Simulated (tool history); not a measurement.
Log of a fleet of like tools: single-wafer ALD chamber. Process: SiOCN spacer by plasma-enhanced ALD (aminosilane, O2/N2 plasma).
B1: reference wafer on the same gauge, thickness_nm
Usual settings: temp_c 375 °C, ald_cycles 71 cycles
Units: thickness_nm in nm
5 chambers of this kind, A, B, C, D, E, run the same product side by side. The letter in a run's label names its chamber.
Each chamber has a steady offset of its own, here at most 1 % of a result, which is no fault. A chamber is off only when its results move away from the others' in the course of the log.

At hour 7.3: chamber A: thermocouple changed; heater temperature recalibrated.
Run 1E, hour 12.5: usual settings; B1 3.8486. Result: thickness_nm 4.2600 nm.
Run 2A, hour 22.7: usual settings; B1 3.8485. Result: thickness_nm 4.3119 nm.
Run 3C, hour 35.1: usual settings; B1 3.8484. Result: thickness_nm 4.2939 nm.
Run 4D, hour 44.6: usual settings; B1 3.8461. Result: thickness_nm 4.2768 nm.
Run 5B, hour 53.8: usual settings; B1 3.8455. Result: thickness_nm 4.2436 nm.
Run 6B, hour 68.2: usual settings; B1 3.8460. Result: thickness_nm 4.2475 nm.
Run 7E, hour 79.6: usual settings; B1 3.8440. Result: thickness_nm 4.2642 nm.
Run 8C, hour 88.5: usual settings; B1 3.8452. Result: thickness_nm 4.2785 nm.
Run 9D, hour 100.9: usual settings; B1 3.8438. Result: thickness_nm 4.2610 nm.
Run 10A, hour 115.5: usual settings but temp_c 369 °C, ald_cycles 66 cycles; B1 3.8427. Result: thickness_nm 4.0084 nm.
At hour 122.7: chamber E: thermocouple changed; heater temperature recalibrated.
Run 11E, hour 123.7: usual settings but temp_c 369 °C, ald_cycles 66 cycles; B1 3.8428. Result: thickness_nm 3.9544 nm.
Run 12B, hour 138.3: usual settings but temp_c 369 °C, ald_cycles 66 cycles; B1 3.8404. Result: thickness_nm 3.9348 nm.
Run 13A, hour 145.2: usual settings but temp_c 369 °C, ald_cycles 66 cycles; B1 3.8403. Result: thickness_nm 3.9898 nm.
Run 14C, hour 153.8: usual settings but temp_c 369 °C, ald_cycles 66 cycles; B1 3.8410. Result: thickness_nm 3.9640 nm.
Run 15D, hour 168.2: usual settings; B1 3.8411. Result: thickness_nm 4.2612 nm.
Run 16B, hour 178.3: usual settings but temp_c 385 °C, ald_cycles 84 cycles; B1 3.8382. Result: thickness_nm 5.0146 nm.
Run 17D, hour 191.7: usual settings but temp_c 385 °C, ald_cycles 84 cycles; B1 3.8397. Result: thickness_nm 5.0370 nm.
Run 18A, hour 205.2: usual settings but temp_c 385 °C, ald_cycles 84 cycles; B1 3.8385. Result: thickness_nm 5.0790 nm.
Run 19C, hour 218.7: usual settings but temp_c 385 °C, ald_cycles 84 cycles; B1 3.8366. Result: thickness_nm 5.0634 nm.
Run 20E, hour 226.9: usual settings but temp_c 385 °C, ald_cycles 84 cycles; B1 3.8353. Result: thickness_nm 5.0164 nm.
Run 21B, hour 238.1: usual settings; B1 3.8354. Result: thickness_nm 4.2307 nm.
Run 22E, hour 245.0: usual settings but temp_c 365 °C; B1 3.8354. Result: thickness_nm 4.2437 nm.
Run 23A, hour 257.8: usual settings but temp_c 365 °C; B1 3.8355. Result: thickness_nm 4.3029 nm.
Run 24C, hour 265.9: usual settings but temp_c 365 °C; B1 3.8331. Result: thickness_nm 4.2590 nm.
Run 25D, hour 281.7: usual settings but temp_c 365 °C; B1 3.8321. Result: thickness_nm 4.2563 nm.
Run 26E, hour 293.3: usual settings but temp_c 365 °C; B1 3.8328. Result: thickness_nm 4.2417 nm.
Run 27A, hour 307.1: usual settings; B1 3.8323. Result: thickness_nm 4.2836 nm.
Run 28C, hour 317.5: usual settings; B1 3.8295. Result: thickness_nm 4.2649 nm.
Run 29B, hour 333.0: usual settings; B1 3.8299. Result: thickness_nm 4.2143 nm.
Run 30D, hour 347.5: usual settings but temp_c 382 °C, ald_cycles 78 cycles; B1 3.8283. Result: thickness_nm 4.6620 nm.
Run 31C, hour 359.3: usual settings but temp_c 382 °C, ald_cycles 78 cycles; B1 3.8281. Result: thickness_nm 4.6773 nm.
Run 32B, hour 369.4: usual settings but temp_c 382 °C, ald_cycles 78 cycles; B1 3.8287. Result: thickness_nm 4.6408 nm.

What goes on in this fleet: one chamber off, a drifting gauge, or nothing beyond the chambers' own small offsets? Name the chamber and the cause, if any.

The gauge drifts, so all chambers seem to drift together. No chamber is off.
Cause: gauge reads low (%) = 0.606.
